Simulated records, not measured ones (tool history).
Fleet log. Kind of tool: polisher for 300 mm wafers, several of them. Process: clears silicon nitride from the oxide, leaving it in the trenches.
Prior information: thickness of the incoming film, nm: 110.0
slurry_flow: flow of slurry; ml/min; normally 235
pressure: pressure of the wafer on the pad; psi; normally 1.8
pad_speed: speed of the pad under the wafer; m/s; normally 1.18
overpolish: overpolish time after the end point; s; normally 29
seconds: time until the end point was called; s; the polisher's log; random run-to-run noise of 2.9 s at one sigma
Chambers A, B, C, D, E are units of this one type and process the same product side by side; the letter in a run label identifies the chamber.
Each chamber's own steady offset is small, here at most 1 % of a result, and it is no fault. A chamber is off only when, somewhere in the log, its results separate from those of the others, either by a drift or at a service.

run	hour	slurry_flow	pressure	pad_speed	overpolish	wafers polished on this pad	hours since the slurry nozzle was cleaned	hours since the head pressure was calibrated	seconds
1D	4.6	235	1.8	1.18	29	396	257.5	267.8	176.12
2C	10.8	235	1.8	1.18	29	843	789.3	479.0	179.51
3B	17.9	235	1.8	1.18	29	1058	533.5	1259.0	178.31
4A	27.7	235	1.8	1.18	29	774	771.4	813.8	179.56
# hour 34.6: chamber C: worn pad replaced by a new one
# hour 35.0: chamber E: worn pad replaced by a new one
5E	36.3	235	1.8	1.18	29	9	565.5	1183.9	180.43
6B	43.8	235	1.8	1.18	29	1235	559.4	1284.9	179.65
7E	49.8	180	1.8	1.48	29	101	579.0	1197.4	153.38
# hour 55.3: chamber C: slurry nozzle cleaned
8C	57.8	180	1.8	1.48	29	158	2.5	526.0	150.19
# hour 64.0: chamber D: slurry nozzle cleaned
9D	66.7	180	1.8	1.48	29	821	2.7	329.9	146.08
# hour 68.0: chamber D: worn pad replaced by a new one
10A	71.8	180	1.8	1.48	29	1075	815.5	857.9	149.40
11A	77.6	180	1.8	1.48	29	1115	821.3	863.7	146.95
# hour 80.0: chamber B: worn pad replaced by a new one
12B	82.2	235	1.8	1.18	29	15	597.8	1323.3	182.58
# hour 89.5: chamber C: head pressure recalibrated
# hour 89.9: chamber A: worn pad replaced by a new one
13E	91.0	235	1.8	1.18	29	383	620.2	1238.6	178.95
# hour 93.4: chamber E: slurry nozzle cleaned
14D	101.1	235	1.8	1.18	29	227	37.1	364.3	176.18
15C	107.3	235	1.8	1.18	29	497	52.0	17.8	183.71
16A	116.4	235	1.8	1.18	29	181	860.1	902.5	186.53
# hour 119.8: chamber B: head pressure recalibrated
17E	123.0	235	1.8	1.18	29	602	29.6	1270.6	180.75
18C	127.7	235	1.8	1.18	29	637	72.4	38.2	185.29
19D	136.3	235	1.8	1.18	29	468	72.3	399.5	182.03
# hour 137.6: chamber A: slurry nozzle cleaned
# hour 141.9: chamber E: worn pad replaced by a new one
20B	145.7	235	1.8	1.18	29	449	661.3	25.9	181.61
21E	153.1	235	1.8	1.18	29	77	59.7	1300.7	181.91
# hour 153.6: chamber A: head pressure recalibrated
# hour 162.2: chamber C: worn pad replaced by a new one
# hour 163.2: chamber D: worn pad replaced by a new one
22B	163.4	235	1.8	1.18	29	571	679.0	43.6	177.42
# hour 169.8: chamber D: head pressure recalibrated
23A	171.7	235	1.8	1.18	29	560	34.1	18.1	202.41
24D	179.5	235	1.8	1.18	29	112	115.5	9.7	181.14
25C	184.3	235	1.8	1.18	29	151	129.0	94.8	184.52
26B	190.6	235	1.8	1.18	29	757	706.2	70.8	185.66
27D	195.6	235	1.8	1.18	29	222	131.6	25.8	176.03
# hour 203.0: chamber B: slurry nozzle cleaned
28E	203.1	235	1.8	1.18	29	419	109.7	1350.7	187.20
29C	209.2	235	1.8	1.18	29	322	153.9	119.7	180.47
30A	214.6	235	1.8	1.18	29	853	77.0	61.0	202.54
31E	221.7	235	1.8	1.18	29	546	128.3	1369.3	176.22
32C	230.4	235	1.8	1.18	29	467	175.1	140.9	179.64
33B	235.1	235	2.0	1.18	37	1061	32.1	115.3	162.10
34D	239.7	235	2.0	1.18	37	524	175.7	69.9	161.99
35A	248.8	235	2.0	1.18	37	1088	111.2	95.2	183.58
36D	259.1	235	2.0	1.18	37	656	195.1	89.3	164.19

Does one chamber stand apart from the rest, does the shared gauge drift, or is all well apart from small per-chamber offsets? Give the chamber and the most likely cause, where there is one.

A service left chamber A off against the others.
Cause: head's pressure below its setpoint, % = 11.

Below are 4 candidate recipes for chamber A's next run, each the usual settings with a change, their results shown as question marks. Which of them brings A's results back in line with what the other chambers give on the usual settings?
Maximum distance from the other chambers' mean on the usual settings for a result to count as in line: seconds 10.00 s
37A-1	266.7	235	1.8	0.94	29				?
37A-2	266.7	235	1.9	1.26	29				?
37A-3	266.7	240	2.0	1.32	29				?
37A-4	266.7	235	1.6	1.18	29				?

On the usual settings, the other chambers give on average: seconds 180.32 s
run	seconds
37A-1	254.47
37A-2	180.37
37A-3	163.34
37A-4	228.01
The right change is 37A-2: it brings the chamber back within the allowed miss of the others.
